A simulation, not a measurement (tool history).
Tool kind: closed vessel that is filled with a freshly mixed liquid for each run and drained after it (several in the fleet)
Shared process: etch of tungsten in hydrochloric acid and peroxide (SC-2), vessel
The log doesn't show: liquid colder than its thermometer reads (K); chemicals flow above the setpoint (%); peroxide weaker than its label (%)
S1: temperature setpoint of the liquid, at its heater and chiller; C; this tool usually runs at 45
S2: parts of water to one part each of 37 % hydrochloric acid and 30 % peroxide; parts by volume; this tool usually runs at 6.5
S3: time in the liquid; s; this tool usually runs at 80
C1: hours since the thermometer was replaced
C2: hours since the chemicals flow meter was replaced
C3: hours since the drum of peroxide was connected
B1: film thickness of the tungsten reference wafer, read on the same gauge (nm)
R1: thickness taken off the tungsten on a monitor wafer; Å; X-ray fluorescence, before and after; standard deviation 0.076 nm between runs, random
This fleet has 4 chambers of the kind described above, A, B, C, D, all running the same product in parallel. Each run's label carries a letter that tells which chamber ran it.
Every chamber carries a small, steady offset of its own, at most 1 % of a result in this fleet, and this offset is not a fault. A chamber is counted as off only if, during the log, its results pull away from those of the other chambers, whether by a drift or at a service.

{"hour": 9.9, "done": "chamber A: new drum of peroxide connected"}
{"run": "1B", "hour": 11.9, "S1": 45, "S2": 6.5, "S3": 80, "C1": 226.2, "C2": 222.2, "C3": 451.8, "B1": 30.013, "R1": 200.6}
{"run": "2A", "hour": 22.9, "S1": 45, "S2": 6.5, "S3": 80, "C1": 1465.6, "C2": 398.9, "C3": 13.1, "B1": 30.028, "R1": 202.44}
{"run": "3D", "hour": 31.0, "S1": 45, "S2": 6.5, "S3": 80, "C1": 1443, "C2": 941.1, "C3": 244.7, "B1": 29.96, "R1": 202.59}
{"hour": 44.0, "done": "chamber D: chemicals flow meter replaced"}
{"run": "4C", "hour": 45.4, "S1": 45, "S2": 6.5, "S3": 80, "C1": 875.2, "C2": 2164.3, "C3": 1148.3, "B1": 30.01, "R1": 199.45}
{"run": "5A", "hour": 58.0, "S1": 45, "S2": 6.5, "S3": 80, "C1": 1500.7, "C2": 434, "C3": 48.2, "B1": 29.994, "R1": 202.32}
{"run": "6B", "hour": 73.3, "S1": 45, "S2": 6.5, "S3": 80, "C1": 287.6, "C2": 283.6, "C3": 513.2, "B1": 29.994, "R1": 200.08}
{"run": "7C", "hour": 80.7, "S1": 45, "S2": 6.5, "S3": 80, "C1": 910.5, "C2": 2199.6, "C3": 1183.6, "B1": 29.969, "R1": 199.63}
{"run": "8D", "hour": 96.7, "S1": 45, "S2": 6.5, "S3": 80, "C1": 1508.7, "C2": 52.7, "C3": 310.4, "B1": 30.02, "R1": 200.64}
{"run": "9C", "hour": 107.0, "S1": 45, "S2": 6.5, "S3": 60, "C1": 936.8, "C2": 2225.9, "C3": 1209.9, "B1": 30.051, "R1": 149.39}
{"run": "10D", "hour": 123.6, "S1": 45, "S2": 6.5, "S3": 60, "C1": 1535.6, "C2": 79.6, "C3": 337.3, "B1": 29.982, "R1": 150.88}
{"run": "11A", "hour": 132.3, "S1": 45, "S2": 6.5, "S3": 60, "C1": 1575, "C2": 508.3, "C3": 122.5, "B1": 29.999, "R1": 151.99}
{"run": "12B", "hour": 140.8, "S1": 45, "S2": 6.5, "S3": 60, "C1": 355.1, "C2": 351.1, "C3": 580.7, "B1": 30.008, "R1": 149.57}
{"run": "13A", "hour": 155.5, "S1": 45, "S2": 6.5, "S3": 80, "C1": 1598.2, "C2": 531.5, "C3": 145.7, "B1": 29.952, "R1": 201.7}
{"run": "14D", "hour": 166.9, "S1": 45, "S2": 6.5, "S3": 80, "C1": 1578.9, "C2": 122.9, "C3": 380.6, "B1": 30.033, "R1": 200.19}
{"run": "15B", "hour": 177.5, "S1": 45, "S2": 6.5, "S3": 80, "C1": 391.8, "C2": 387.8, "C3": 617.4, "B1": 29.958, "R1": 198.76}
{"hour": 184.5, "done": "chamber B: new drum of peroxide connected"}
{"run": "16C", "hour": 188.5, "S1": 45, "S2": 6.5, "S3": 80, "C1": 1018.3, "C2": 2307.4, "C3": 1291.4, "B1": 29.977, "R1": 199.97}
{"run": "17A", "hour": 200.5, "S1": 45, "S2": 6.5, "S3": 80, "C1": 1643.2, "C2": 576.5, "C3": 190.7, "B1": 30.014, "R1": 202.53}
{"run": "18C", "hour": 215.3, "S1": 45, "S2": 6.5, "S3": 80, "C1": 1045.1, "C2": 2334.2, "C3": 1318.2, "B1": 29.972, "R1": 198.77}
{"run": "19D", "hour": 231.8, "S1": 45, "S2": 6.5, "S3": 80, "C1": 1643.8, "C2": 187.8, "C3": 445.5, "B1": 30.034, "R1": 198.03}
{"run": "20B", "hour": 247.3, "S1": 45, "S2": 6.5, "S3": 80, "C1": 461.6, "C2": 457.6, "C3": 62.8, "B1": 29.998, "R1": 200.51}
{"run": "21C", "hour": 262.4, "S1": 45, "S2": 6.5, "S3": 80, "C1": 1092.2, "C2": 2381.3, "C3": 1365.3, "B1": 30.065, "R1": 199.48}
{"run": "22A", "hour": 270.9, "S1": 45, "S2": 6.5, "S3": 80, "C1": 1713.6, "C2": 646.9, "C3": 261.1, "B1": 30.042, "R1": 202.99}
{"run": "23B", "hour": 286.8, "S1": 45, "S2": 6.5, "S3": 80, "C1": 501.1, "C2": 497.1, "C3": 102.3, "B1": 29.98, "R1": 198.56}
{"hour": 296.0, "done": "chamber A: thermometer replaced"}
{"run": "24D", "hour": 297.4, "S1": 45, "S2": 9.5, "S3": 40, "C1": 1709.4, "C2": 253.4, "C3": 511.1, "B1": 29.99, "R1": 73.683}
{"run": "25D", "hour": 311.6, "S1": 45, "S2": 9.5, "S3": 40, "C1": 1723.6, "C2": 267.6, "C3": 525.3, "B1": 29.993, "R1": 72.866}
{"hour": 322.3, "done": "chamber C: chemicals flow meter replaced"}
{"run": "26A", "hour": 325.2, "S1": 45, "S2": 9.5, "S3": 40, "C1": 29.3, "C2": 701.2, "C3": 315.4, "B1": 30.002, "R1": 74.991}
{"run": "27C", "hour": 335.9, "S1": 45, "S2": 9.5, "S3": 40, "C1": 1165.7, "C2": 13.6, "C3": 1438.8, "B1": 29.991, "R1": 73.609}
{"hour": 345.4, "done": "chamber C: new drum of peroxide connected"}
{"run": "28B", "hour": 347.5, "S1": 45, "S2": 8, "S3": 60, "C1": 561.8, "C2": 557.8, "C3": 163, "B1": 30.051, "R1": 127.87}
{"run": "29C", "hour": 357.1, "S1": 45, "S2": 8, "S3": 60, "C1": 1186.9, "C2": 34.8, "C3": 11.8, "B1": 29.98, "R1": 126.91}
{"hour": 371.1, "done": "chamber A: new drum of peroxide connected"}
{"run": "30A", "hour": 371.9, "S1": 45, "S2": 8, "S3": 60, "C1": 76, "C2": 747.9, "C3": 0.9, "B1": 30.056, "R1": 130.06}
{"run": "31B", "hour": 383.0, "S1": 45, "S2": 8, "S3": 60, "C1": 597.3, "C2": 593.3, "C3": 198.5, "B1": 29.972, "R1": 128.09}

Next, all 4 chambers run the settings below, one line each with question marks for the results. What does each chamber give?
{"run": "32A", "hour": 395.0, "S1": 42, "S2": 6.5, "S3": 80, "R1": "?"}
{"run": "32B", "hour": 395.0, "S1": 42, "S2": 6.5, "S3": 80, "R1": "?"}
{"run": "32C", "hour": 395.0, "S1": 42, "S2": 6.5, "S3": 80, "R1": "?"}
{"run": "32D", "hour": 395.0, "S1": 42, "S2": 6.5, "S3": 80, "R1": "?"}

run=32A R1=165.24
run=32B R1=161.88
run=32C R1=161.41
run=32D R1=156.38
